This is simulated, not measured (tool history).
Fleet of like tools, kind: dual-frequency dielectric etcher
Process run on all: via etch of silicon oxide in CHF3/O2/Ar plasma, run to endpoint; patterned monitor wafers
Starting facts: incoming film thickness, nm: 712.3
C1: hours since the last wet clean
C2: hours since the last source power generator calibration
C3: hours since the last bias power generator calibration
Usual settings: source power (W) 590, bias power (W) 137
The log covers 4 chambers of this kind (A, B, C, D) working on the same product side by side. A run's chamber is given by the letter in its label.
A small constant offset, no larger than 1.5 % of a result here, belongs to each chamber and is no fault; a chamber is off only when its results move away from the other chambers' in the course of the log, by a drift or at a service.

run 1B hour=4.8 | source_power_(W)=590 bias_power_(W)=137 | C1=488.9 C2=921.7 C3=697.5 | endpoint_time_(s)=402.95
run 2A hour=11.3 | source_power_(W)=590 bias_power_(W)=137 | C1=339.1 C2=772.8 C3=548.4 | endpoint_time_(s)=401.15
-- hour=12.4 chamber B: wet clean of the chamber
run 3C hour=16.3 | source_power_(W)=590 bias_power_(W)=137 | C1=454.1 C2=802.3 C3=3293.3 | endpoint_time_(s)=398.99
run 4D hour=22.6 | source_power_(W)=590 bias_power_(W)=137 | C1=211.3 C2=1060.7 C3=126.8 | endpoint_time_(s)=395.56
run 5C hour=26.6 | source_power_(W)=590 bias_power_(W)=137 | C1=464.4 C2=812.6 C3=3303.6 | endpoint_time_(s)=394.87
run 6B hour=34.5 | source_power_(W)=590 bias_power_(W)=137 | C1=22.2 C2=951.4 C3=727.2 | endpoint_time_(s)=399.27
run 7A hour=40.5 | source_power_(W)=590 bias_power_(W)=137 | C1=368.3 C2=802.0 C3=577.6 | endpoint_time_(s)=401.09
run 8D hour=47.5 | source_power_(W)=590 bias_power_(W)=137 | C1=236.2 C2=1085.6 C3=151.7 | endpoint_time_(s)=393.14
run 9B hour=54.3 | source_power_(W)=590 bias_power_(W)=137 | C1=42.0 C2=971.2 C3=747.0 | endpoint_time_(s)=398.62
-- hour=55.5 chamber C: wet clean of the chamber
run 10C hour=60.6 | source_power_(W)=590 bias_power_(W)=137 | C1=5.1 C2=846.6 C3=3337.6 | endpoint_time_(s)=392.77
run 11D hour=67.1 | source_power_(W)=590 bias_power_(W)=137 | C1=255.8 C2=1105.2 C3=171.3 | endpoint_time_(s)=391.07
run 12A hour=74.0 | source_power_(W)=590 bias_power_(W)=137 | C1=401.8 C2=835.5 C3=611.1 | endpoint_time_(s)=404.62
run 13B hour=78.5 | source_power_(W)=590 bias_power_(W)=137 | C1=66.2 C2=995.4 C3=771.2 | endpoint_time_(s)=397.47
run 14D hour=85.7 | source_power_(W)=590 bias_power_(W)=137 | C1=274.4 C2=1123.8 C3=189.9 | endpoint_time_(s)=389.51
run 15C hour=89.7 | source_power_(W)=590 bias_power_(W)=137 | C1=34.2 C2=875.7 C3=3366.7 | endpoint_time_(s)=398.22
run 16A hour=96.5 | source_power_(W)=590 bias_power_(W)=137 | C1=424.3 C2=858.0 C3=633.6 | endpoint_time_(s)=402.45
run 17D hour=102.8 | source_power_(W)=680 bias_power_(W)=137 | C1=291.5 C2=1140.9 C3=207.0 | endpoint_time_(s)=368.51
run 18A hour=109.0 | source_power_(W)=680 bias_power_(W)=137 | C1=436.8 C2=870.5 C3=646.1 | endpoint_time_(s)=380.84
run 19C hour=113.6 | source_power_(W)=680 bias_power_(W)=137 | C1=58.1 C2=899.6 C3=3390.6 | endpoint_time_(s)=374.22
run 20B hour=121.0 | source_power_(W)=680 bias_power_(W)=137 | C1=108.7 C2=1037.9 C3=813.7 | endpoint_time_(s)=377.90
run 21C hour=125.1 | source_power_(W)=590 bias_power_(W)=137 | C1=69.6 C2=911.1 C3=3402.1 | endpoint_time_(s)=397.10
run 22A hour=129.5 | source_power_(W)=590 bias_power_(W)=137 | C1=457.3 C2=891.0 C3=666.6 | endpoint_time_(s)=402.88
run 23D hour=134.9 | source_power_(W)=590 bias_power_(W)=137 | C1=323.6 C2=1173.0 C3=239.1 | endpoint_time_(s)=385.17
-- hour=140.7 chamber A: wet clean of the chamber
run 24B hour=140.8 | source_power_(W)=590 bias_power_(W)=137 | C1=128.5 C2=1057.7 C3=833.5 | endpoint_time_(s)=399.87
run 25C hour=145.1 | source_power_(W)=590 bias_power_(W)=137 | C1=89.6 C2=931.1 C3=3422.1 | endpoint_time_(s)=399.85
run 26D hour=151.6 | source_power_(W)=590 bias_power_(W)=137 | C1=340.3 C2=1189.7 C3=255.8 | endpoint_time_(s)=383.10
run 27B hour=156.2 | source_power_(W)=590 bias_power_(W)=137 | C1=143.9 C2=1073.1 C3=848.9 | endpoint_time_(s)=398.83
run 28A hour=161.4 | source_power_(W)=590 bias_power_(W)=137 | C1=20.8 C2=922.9 C3=698.5 | endpoint_time_(s)=399.86
run 29D hour=169.2 | source_power_(W)=540 bias_power_(W)=137 | C1=357.9 C2=1207.3 C3=273.4 | endpoint_time_(s)=393.17
run 30B hour=172.8 | source_power_(W)=540 bias_power_(W)=137 | C1=160.5 C2=1089.7 C3=865.5 | endpoint_time_(s)=413.65

For the next run the whole fleet of 4 chambers uses the same settings. Give each chamber's results:
run 31A hour=178.7 | source_power_(W)=670 bias_power_(W)=137 | endpoint_time_(s)=?
run 31B hour=178.7 | source_power_(W)=670 bias_power_(W)=137 | endpoint_time_(s)=?
run 31C hour=178.7 | source_power_(W)=670 bias_power_(W)=137 | endpoint_time_(s)=?
run 31D hour=178.7 | source_power_(W)=670 bias_power_(W)=137 | endpoint_time_(s)=?

run=31A endpoint_time_(s)=382.83
run=31B endpoint_time_(s)=380.58
run=31C endpoint_time_(s)=376.77
run=31D endpoint_time_(s)=361.46
